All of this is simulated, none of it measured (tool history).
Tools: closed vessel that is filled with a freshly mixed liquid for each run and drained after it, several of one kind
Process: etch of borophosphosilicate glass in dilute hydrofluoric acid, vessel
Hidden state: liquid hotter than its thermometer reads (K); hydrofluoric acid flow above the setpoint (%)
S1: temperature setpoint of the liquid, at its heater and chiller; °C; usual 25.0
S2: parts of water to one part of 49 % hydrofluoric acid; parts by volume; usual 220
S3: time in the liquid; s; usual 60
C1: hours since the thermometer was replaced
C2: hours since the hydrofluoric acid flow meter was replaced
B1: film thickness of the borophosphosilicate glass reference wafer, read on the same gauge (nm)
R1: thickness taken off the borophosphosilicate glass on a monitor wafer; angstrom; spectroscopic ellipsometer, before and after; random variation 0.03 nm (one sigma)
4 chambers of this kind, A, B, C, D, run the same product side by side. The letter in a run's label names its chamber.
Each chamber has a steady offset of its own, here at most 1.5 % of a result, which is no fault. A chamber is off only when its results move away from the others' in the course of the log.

run	hour	S1	S2	S3	C1	C2	B1	R1
1D	12.1	25.0	220	60	29.1	316.4	80.038	86.278
2C	21.3	25.0	220	60	453.1	654.5	80.012	86.038
3B	32.8	25.0	220	60	191.4	206.7	79.994	86.898
4A	41.9	25.0	220	60	1896.3	113.9	80.011	85.417
5A	50.2	25.0	220	60	1904.6	122.2	80.006	85.698
6B	56.9	25.0	220	60	215.5	230.8	80.017	86.315
7D	67.9	25.0	220	60	84.9	372.2	79.993	87.188
8C	75.7	25.0	220	60	507.5	708.9	80.008	85.873
9B	83.6	25.0	220	60	242.2	257.5	79.977	86.610
10A	89.5	27.0	220	45	1943.9	161.5	79.984	68.813
11C	97.6	27.0	220	45	529.4	730.8	80.030	69.121
12D	106.6	27.0	220	45	123.6	410.9	79.972	69.070
13B	117.4	27.0	220	45	276.0	291.3	79.991	69.753
14D	124.5	25.0	220	60	141.5	428.8	79.981	86.274
15C	137.4	25.0	220	60	569.2	770.6	79.991	85.875
16A	147.8	25.0	220	60	2002.2	219.8	79.989	86.157
17D	160.8	25.0	220	60	177.8	465.1	80.009	86.420
18B	173.1	25.0	220	60	331.7	347.0	79.962	86.292
# hour 179.3: chamber D: hydrofluoric acid flow meter replaced
19A	182.3	25.0	220	60	2036.7	254.3	80.006	85.736
20C	189.0	25.0	220	60	620.8	822.2	80.005	87.517
21D	195.4	25.0	220	60	212.4	16.2	79.996	86.203
22C	206.8	25.0	220	60	638.6	840.0	80.003	86.948
23A	215.6	23.5	130	60	2070.0	287.6	79.971	153.650
24B	227.4	23.5	130	60	386.0	401.3	80.025	151.670
25C	239.4	23.5	130	60	671.2	872.6	79.956	155.060
26A	245.6	23.5	130	60	2100.0	317.6	79.960	153.340
27D	253.8	25.0	220	60	270.8	74.6	79.984	86.214
28B	265.4	25.0	220	30	424.0	439.3	79.992	43.398
29B	274.2	25.0	220	30	432.8	448.1	80.004	43.335
30A	281.6	25.0	220	30	2136.0	353.6	80.018	42.963
31D	290.0	25.0	220	30	307.0	110.8	80.029	43.061
32C	302.2	25.0	220	60	734.0	935.4	80.019	88.640
33D	311.6	25.0	220	60	328.6	132.4	79.999	86.272
34B	317.7	25.0	220	60	476.3	491.6	80.011	86.295
35C	329.5	29.5	315	60	761.3	962.7	79.976	65.932
36A	338.6	29.5	315	60	2193.0	410.6	80.019	62.874
37A	348.2	29.5	315	60	2202.6	420.2	80.005	62.013

Is one chamber off against the others, does the gauge drift, or is nothing wrong? If a chamber is off, say which, and what the likeliest cause is.

Chamber C drifts away from the others.
Cause: hydrofluoric acid flow above the setpoint (%) = 3.59.
The log may not tell that from: liquid hotter than its thermometer reads (K).

Here are 4 candidates for chamber C's next run, each the usual settings with a change, their results left as question marks. Which one brings its results back in line with what the others give on the usual settings?
In line means no further than this from the other chambers' mean on the usual settings: R1 1.100 angstrom
38C-1	357.6	24.0	220	60				?
38C-2	357.6	25.5	220	60				?
38C-3	357.6	24.5	220	60				?
38C-4	357.6	26.0	220	60				?

The other chambers' mean on the usual settings: R1 86.233 angstrom
run	R1
38C-1	86.275
38C-2	91.175
38C-3	87.867
38C-4	92.828
38C-1 brings the chamber back in line.
